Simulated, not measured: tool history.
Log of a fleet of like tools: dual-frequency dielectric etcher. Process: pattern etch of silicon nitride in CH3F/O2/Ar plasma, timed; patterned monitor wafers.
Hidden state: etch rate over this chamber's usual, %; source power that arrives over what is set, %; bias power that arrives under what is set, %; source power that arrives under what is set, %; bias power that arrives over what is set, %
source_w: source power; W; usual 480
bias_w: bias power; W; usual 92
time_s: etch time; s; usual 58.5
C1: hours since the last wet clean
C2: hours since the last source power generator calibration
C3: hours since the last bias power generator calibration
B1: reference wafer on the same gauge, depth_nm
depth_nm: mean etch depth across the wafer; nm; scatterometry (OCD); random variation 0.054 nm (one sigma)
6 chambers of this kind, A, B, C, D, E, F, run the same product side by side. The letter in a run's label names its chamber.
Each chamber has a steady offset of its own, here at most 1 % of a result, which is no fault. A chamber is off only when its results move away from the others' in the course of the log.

{"run": "1D", "hour": 6.6, "source_w": 480, "bias_w": 92, "time_s": 58.5, "C1": 236.9, "C2": 1142, "C3": 907.8, "B1": 55.294, "depth_nm": 47.916}
{"hour": 7.0, "done": "chamber B: wet clean of the chamber"}
{"run": "2C", "hour": 14.4, "source_w": 480, "bias_w": 92, "time_s": 58.5, "C1": 330.3, "C2": 1843.6, "C3": 1712.9, "B1": 55.291, "depth_nm": 47.938}
{"run": "3E", "hour": 19.1, "source_w": 480, "bias_w": 92, "time_s": 58.5, "C1": 208.6, "C2": 3990.7, "C3": 3395.4, "B1": 55.283, "depth_nm": 47.485}
{"run": "4F", "hour": 27.0, "source_w": 480, "bias_w": 92, "time_s": 58.5, "C1": 151.3, "C2": 1644.9, "C3": 1370.6, "B1": 55.284, "depth_nm": 47.442}
{"run": "5A", "hour": 33.5, "source_w": 480, "bias_w": 92, "time_s": 58.5, "C1": 106.1, "C2": 2721, "C3": 1351.6, "B1": 55.263, "depth_nm": 47.68}
{"run": "6B", "hour": 42.5, "source_w": 590, "bias_w": 92, "time_s": 41.5, "C1": 35.6, "C2": 403.7, "C3": 1524.6, "B1": 55.257, "depth_nm": 36.843}
{"run": "7E", "hour": 48.7, "source_w": 590, "bias_w": 92, "time_s": 41.5, "C1": 238.2, "C2": 4020.3, "C3": 3425, "B1": 55.252, "depth_nm": 36.453}
{"run": "8F", "hour": 57.4, "source_w": 590, "bias_w": 92, "time_s": 41.5, "C1": 181.7, "C2": 1675.3, "C3": 1401, "B1": 55.245, "depth_nm": 36.466}
{"run": "9C", "hour": 68.2, "source_w": 590, "bias_w": 92, "time_s": 41.5, "C1": 384.1, "C2": 1897.4, "C3": 1766.7, "B1": 55.239, "depth_nm": 36.799}
{"run": "10A", "hour": 75.6, "source_w": 590, "bias_w": 92, "time_s": 41.5, "C1": 148.2, "C2": 2763.1, "C3": 1393.7, "B1": 55.215, "depth_nm": 36.48}
{"hour": 77.4, "done": "chamber C: wet clean of the chamber"}
{"run": "11D", "hour": 85.3, "source_w": 590, "bias_w": 92, "time_s": 41.5, "C1": 315.6, "C2": 1220.7, "C3": 986.5, "B1": 55.231, "depth_nm": 36.759}
{"run": "12B", "hour": 90.1, "source_w": 480, "bias_w": 92, "time_s": 58.5, "C1": 83.2, "C2": 451.3, "C3": 1572.2, "B1": 55.241, "depth_nm": 48.051}
{"run": "13F", "hour": 100.5, "source_w": 480, "bias_w": 92, "time_s": 58.5, "C1": 224.8, "C2": 1718.4, "C3": 1444.1, "B1": 55.22, "depth_nm": 47.398}
{"run": "14B", "hour": 108.7, "source_w": 400, "bias_w": 74, "time_s": 58.5, "C1": 101.8, "C2": 469.9, "C3": 1590.8, "B1": 55.202, "depth_nm": 41.631}
{"run": "15C", "hour": 118.3, "source_w": 400, "bias_w": 74, "time_s": 58.5, "C1": 41, "C2": 1947.5, "C3": 1816.8, "B1": 55.208, "depth_nm": 41.354}
{"run": "16E", "hour": 128.2, "source_w": 400, "bias_w": 74, "time_s": 58.5, "C1": 317.7, "C2": 4099.8, "C3": 3504.5, "B1": 55.193, "depth_nm": 40.975}
{"run": "17D", "hour": 138.5, "source_w": 400, "bias_w": 74, "time_s": 58.5, "C1": 368.8, "C2": 1273.9, "C3": 1039.7, "B1": 55.179, "depth_nm": 41.237}
{"run": "18A", "hour": 148.7, "source_w": 400, "bias_w": 74, "time_s": 58.5, "C1": 221.3, "C2": 2836.2, "C3": 1466.8, "B1": 55.172, "depth_nm": 41.199}
{"hour": 149.9, "done": "chamber F: source power generator calibrated"}
{"run": "19A", "hour": 158.3, "source_w": 400, "bias_w": 74, "time_s": 58.5, "C1": 230.9, "C2": 2845.8, "C3": 1476.4, "B1": 55.162, "depth_nm": 41.163}
{"run": "20C", "hour": 164.8, "source_w": 480, "bias_w": 92, "time_s": 58.5, "C1": 87.5, "C2": 1994, "C3": 1863.3, "B1": 55.151, "depth_nm": 47.931}
{"run": "21B", "hour": 170.6, "source_w": 480, "bias_w": 92, "time_s": 58.5, "C1": 163.7, "C2": 531.8, "C3": 1652.7, "B1": 55.153, "depth_nm": 47.99}
{"run": "22D", "hour": 176.4, "source_w": 480, "bias_w": 92, "time_s": 58.5, "C1": 406.7, "C2": 1311.8, "C3": 1077.6, "B1": 55.161, "depth_nm": 47.881}
{"run": "23E", "hour": 185.5, "source_w": 480, "bias_w": 92, "time_s": 58.5, "C1": 375, "C2": 4157.1, "C3": 3561.8, "B1": 55.155, "depth_nm": 47.343}
{"run": "24F", "hour": 191.1, "source_w": 480, "bias_w": 92, "time_s": 58.5, "C1": 315.4, "C2": 41.2, "C3": 1534.7, "B1": 55.137, "depth_nm": 47.479}
{"hour": 195.2, "done": "chamber E: wet clean of the chamber"}
{"run": "25F", "hour": 199.5, "source_w": 480, "bias_w": 92, "time_s": 58.5, "C1": 323.8, "C2": 49.6, "C3": 1543.1, "B1": 55.132, "depth_nm": 47.388}
{"run": "26E", "hour": 204.5, "source_w": 480, "bias_w": 92, "time_s": 58.5, "C1": 9.4, "C2": 4176.1, "C3": 3580.8, "B1": 55.142, "depth_nm": 47.398}
{"run": "27D", "hour": 210.5, "source_w": 480, "bias_w": 92, "time_s": 58.5, "C1": 440.8, "C2": 1345.9, "C3": 1111.7, "B1": 55.118, "depth_nm": 47.68}
{"run": "28B", "hour": 218.3, "source_w": 480, "bias_w": 92, "time_s": 58.5, "C1": 211.4, "C2": 579.5, "C3": 1700.4, "B1": 55.117, "depth_nm": 48.008}
{"run": "29C", "hour": 224.5, "source_w": 480, "bias_w": 77, "time_s": 58.5, "C1": 147.2, "C2": 2053.7, "C3": 1923, "B1": 55.108, "depth_nm": 44.962}
{"run": "30A", "hour": 233.9, "source_w": 480, "bias_w": 77, "time_s": 58.5, "C1": 306.5, "C2": 2921.4, "C3": 1552, "B1": 55.103, "depth_nm": 44.638}
{"run": "31D", "hour": 239.4, "source_w": 480, "bias_w": 77, "time_s": 58.5, "C1": 469.7, "C2": 1374.8, "C3": 1140.6, "B1": 55.114, "depth_nm": 44.859}
{"run": "32A", "hour": 244.8, "source_w": 480, "bias_w": 77, "time_s": 58.5, "C1": 317.4, "C2": 2932.3, "C3": 1562.9, "B1": 55.093, "depth_nm": 44.715}
{"run": "33F", "hour": 254.0, "source_w": 480, "bias_w": 77, "time_s": 58.5, "C1": 378.3, "C2": 104.1, "C3": 1597.6, "B1": 55.08, "depth_nm": 44.497}
{"run": "34E", "hour": 264.1, "source_w": 480, "bias_w": 77, "time_s": 58.5, "C1": 69, "C2": 4235.7, "C3": 3640.4, "B1": 55.082, "depth_nm": 44.467}
{"run": "35B", "hour": 273.0, "source_w": 480, "bias_w": 84, "time_s": 58.5, "C1": 266.1, "C2": 634.2, "C3": 1755.1, "B1": 55.07, "depth_nm": 46.387}
{"run": "36C", "hour": 278.1, "source_w": 480, "bias_w": 84, "time_s": 58.5, "C1": 200.8, "C2": 2107.3, "C3": 1976.6, "B1": 55.052, "depth_nm": 46.416}
{"run": "37A", "hour": 286.8, "source_w": 480, "bias_w": 84, "time_s": 58.5, "C1": 359.4, "C2": 2974.3, "C3": 1604.9, "B1": 55.064, "depth_nm": 45.996}
{"run": "38E", "hour": 292.1, "source_w": 480, "bias_w": 84, "time_s": 58.5, "C1": 97, "C2": 4263.7, "C3": 3668.4, "B1": 55.042, "depth_nm": 45.763}
{"run": "39F", "hour": 299.3, "source_w": 480, "bias_w": 84, "time_s": 58.5, "C1": 423.6, "C2": 149.4, "C3": 1642.9, "B1": 55.04, "depth_nm": 45.815}

What goes on in this fleet: one chamber off, a drifting gauge, or nothing beyond the chambers' own small offsets? Name the chamber and the cause, if any.

The gauge drifts, so all chambers seem to drift together. No chamber is off.
Cause: gauge reads low (%) = 0.467.
